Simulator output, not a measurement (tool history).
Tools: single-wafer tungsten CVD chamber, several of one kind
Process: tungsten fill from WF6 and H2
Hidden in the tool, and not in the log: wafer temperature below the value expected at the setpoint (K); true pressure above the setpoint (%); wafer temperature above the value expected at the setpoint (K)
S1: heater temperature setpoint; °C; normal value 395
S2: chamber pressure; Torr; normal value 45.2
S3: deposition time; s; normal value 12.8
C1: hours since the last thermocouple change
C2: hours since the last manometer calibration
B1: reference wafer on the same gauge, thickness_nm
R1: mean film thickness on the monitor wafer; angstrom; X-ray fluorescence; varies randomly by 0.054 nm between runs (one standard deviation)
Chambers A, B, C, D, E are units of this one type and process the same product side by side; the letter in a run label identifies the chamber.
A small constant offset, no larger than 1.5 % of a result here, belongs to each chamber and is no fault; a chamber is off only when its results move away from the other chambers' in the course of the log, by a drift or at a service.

run 1B hour=11.8 | S1=395 S2=45.2 S3=12.8 | C1=752.3 C2=1223.8 | B1=43.314 | R1=408.82
run 2E hour=24.5 | S1=395 S2=45.2 S3=12.8 | C1=565.8 C2=28.7 | B1=43.324 | R1=405
run 3C hour=30.4 | S1=395 S2=45.2 S3=12.8 | C1=622.3 C2=547.5 | B1=43.315 | R1=411.02
run 4A hour=38.6 | S1=395 S2=45.2 S3=12.8 | C1=218 C2=655.8 | B1=43.324 | R1=412.18
run 5D hour=46.9 | S1=395 S2=45.2 S3=12.8 | C1=272 C2=956.9 | B1=43.319 | R1=407.23
run 6E hour=56.6 | S1=395 S2=45.2 S3=12.8 | C1=597.9 C2=60.8 | B1=43.333 | R1=404.06
run 7C hour=63.1 | S1=395 S2=45.2 S3=12.8 | C1=655 C2=580.2 | B1=43.332 | R1=410.8
run 8D hour=76 | S1=395 S2=45.2 S3=12.8 | C1=301.1 C2=986 | B1=43.352 | R1=408.12
run 9A hour=84.5 | S1=395 S2=45.2 S3=12.8 | C1=263.9 C2=701.7 | B1=43.362 | R1=412.46
run 10B hour=90.9 | S1=395 S2=45.2 S3=12.8 | C1=831.4 C2=1302.9 | B1=43.353 | R1=410.28
run 11C hour=100.3 | S1=395 S2=45.2 S3=12.8 | C1=692.2 C2=617.4 | B1=43.347 | R1=410.93
run 12E hour=107 | S1=395 S2=45.2 S3=12.8 | C1=648.3 C2=111.2 | B1=43.361 | R1=404.11
run 13A hour=116.1 | S1=395 S2=45.2 S3=12.8 | C1=295.5 C2=733.3 | B1=43.363 | R1=412.27
run 14B hour=124.9 | S1=395 S2=45.2 S3=12.8 | C1=865.4 C2=1336.9 | B1=43.359 | R1=410.19
run 15D hour=134 | S1=395 S2=45.2 S3=12.8 | C1=359.1 C2=1044 | B1=43.389 | R1=407.93
run 16B hour=139.8 | S1=395 S2=45.2 S3=12.8 | C1=880.3 C2=1351.8 | B1=43.382 | R1=411.27
run 17C hour=149.5 | S1=395 S2=45.2 S3=12.8 | C1=741.4 C2=666.6 | B1=43.39 | R1=411.08
run 18A hour=160.8 | S1=395 S2=45.2 S3=12.8 | C1=340.2 C2=778 | B1=43.401 | R1=411.97
run 19D hour=167.7 | S1=395 S2=45.2 S3=12.8 | C1=392.8 C2=1077.7 | B1=43.401 | R1=408.03
run 20E hour=178.5 | S1=395 S2=45.2 S3=12.8 | C1=719.8 C2=182.7 | B1=43.404 | R1=406.01
run 21B hour=191.3 | S1=395 S2=45.2 S3=12.8 | C1=931.8 C2=1403.3 | B1=43.425 | R1=410.7
run 22E hour=197.9 | S1=395 S2=45.2 S3=12.8 | C1=739.2 C2=202.1 | B1=43.414 | R1=405.82
run 23C hour=207.2 | S1=395 S2=45.2 S3=12.8 | C1=799.1 C2=724.3 | B1=43.422 | R1=411.06
run 24A hour=219.1 | S1=395 S2=45.2 S3=12.8 | C1=398.5 C2=836.3 | B1=43.433 | R1=412.82
run 25D hour=227 | S1=395 S2=45.2 S3=12.8 | C1=452.1 C2=1137 | B1=43.435 | R1=408.04
run 26A hour=236.1 | S1=395 S2=45.2 S3=12.8 | C1=415.5 C2=853.3 | B1=43.435 | R1=413.48
run 27C hour=248.6 | S1=395 S2=45.2 S3=12.8 | C1=840.5 C2=765.7 | B1=43.435 | R1=411.4
run 28B hour=254.7 | S1=395 S2=45.2 S3=12.8 | C1=995.2 C2=1466.7 | B1=43.444 | R1=411.98
run 29E hour=261.4 | S1=395 S2=45.2 S3=12.8 | C1=802.7 C2=265.6 | B1=43.447 | R1=405.83
run 30D hour=272.2 | S1=395 S2=45.2 S3=12.8 | C1=497.3 C2=1182.2 | B1=43.449 | R1=409.3
run 31E hour=280.7 | S1=395 S2=45.2 S3=12.8 | C1=822 C2=284.9 | B1=43.466 | R1=406.32
run 32C hour=290.7 | S1=401 S2=38.5 S3=12.8 | C1=882.6 C2=807.8 | B1=43.462 | R1=428.15
run 33D hour=302.8 | S1=401 S2=38.5 S3=12.8 | C1=527.9 C2=1212.8 | B1=43.48 | R1=424.62
-- hour=308.1 chamber B: capacitance manometer re-zeroed and calibrated
run 34A hour=314.6 | S1=401 S2=38.5 S3=12.8 | C1=494 C2=931.8 | B1=43.495 | R1=429.71
-- hour=322.8 chamber A: capacitance manometer re-zeroed and calibrated
run 35B hour=323.3 | S1=401 S2=38.5 S3=12.8 | C1=1063.8 C2=15.3 | B1=43.476 | R1=426.81
run 36D hour=330.2 | S1=401 S2=38.5 S3=12.8 | C1=555.3 C2=1240.2 | B1=43.483 | R1=423.91
run 37E hour=342 | S1=395 S2=45.2 S3=12.8 | C1=883.3 C2=346.2 | B1=43.491 | R1=406.18
run 38A hour=352.9 | S1=395 S2=45.2 S3=12.8 | C1=532.3 C2=30.1 | B1=43.507 | R1=413.65
run 39B hour=365.6 | S1=407 S2=45.2 S3=12.8 | C1=1106.1 C2=57.6 | B1=43.522 | R1=511.63
run 40C hour=378.1 | S1=407 S2=45.2 S3=12.8 | C1=970 C2=895.2 | B1=43.519 | R1=513.51
run 41A hour=388.9 | S1=407 S2=45.2 S3=12.8 | C1=568.3 C2=66.1 | B1=43.524 | R1=515.12
run 42C hour=395 | S1=407 S2=45.2 S3=12.8 | C1=986.9 C2=912.1 | B1=43.522 | R1=513.95

Next, every chamber runs the same settings. What will each give?
run 43A hour=404.3 | S1=395 S2=45.2 S3=12.8 | R1=?
run 43B hour=404.3 | S1=395 S2=45.2 S3=12.8 | R1=?
run 43C hour=404.3 | S1=395 S2=45.2 S3=12.8 | R1=?
run 43D hour=404.3 | S1=395 S2=45.2 S3=12.8 | R1=?
run 43E hour=404.3 | S1=395 S2=45.2 S3=12.8 | R1=?

run=43A R1=414.36
run=43B R1=411.39
run=43C R1=412.19
run=43D R1=408.83
run=43E R1=407.18

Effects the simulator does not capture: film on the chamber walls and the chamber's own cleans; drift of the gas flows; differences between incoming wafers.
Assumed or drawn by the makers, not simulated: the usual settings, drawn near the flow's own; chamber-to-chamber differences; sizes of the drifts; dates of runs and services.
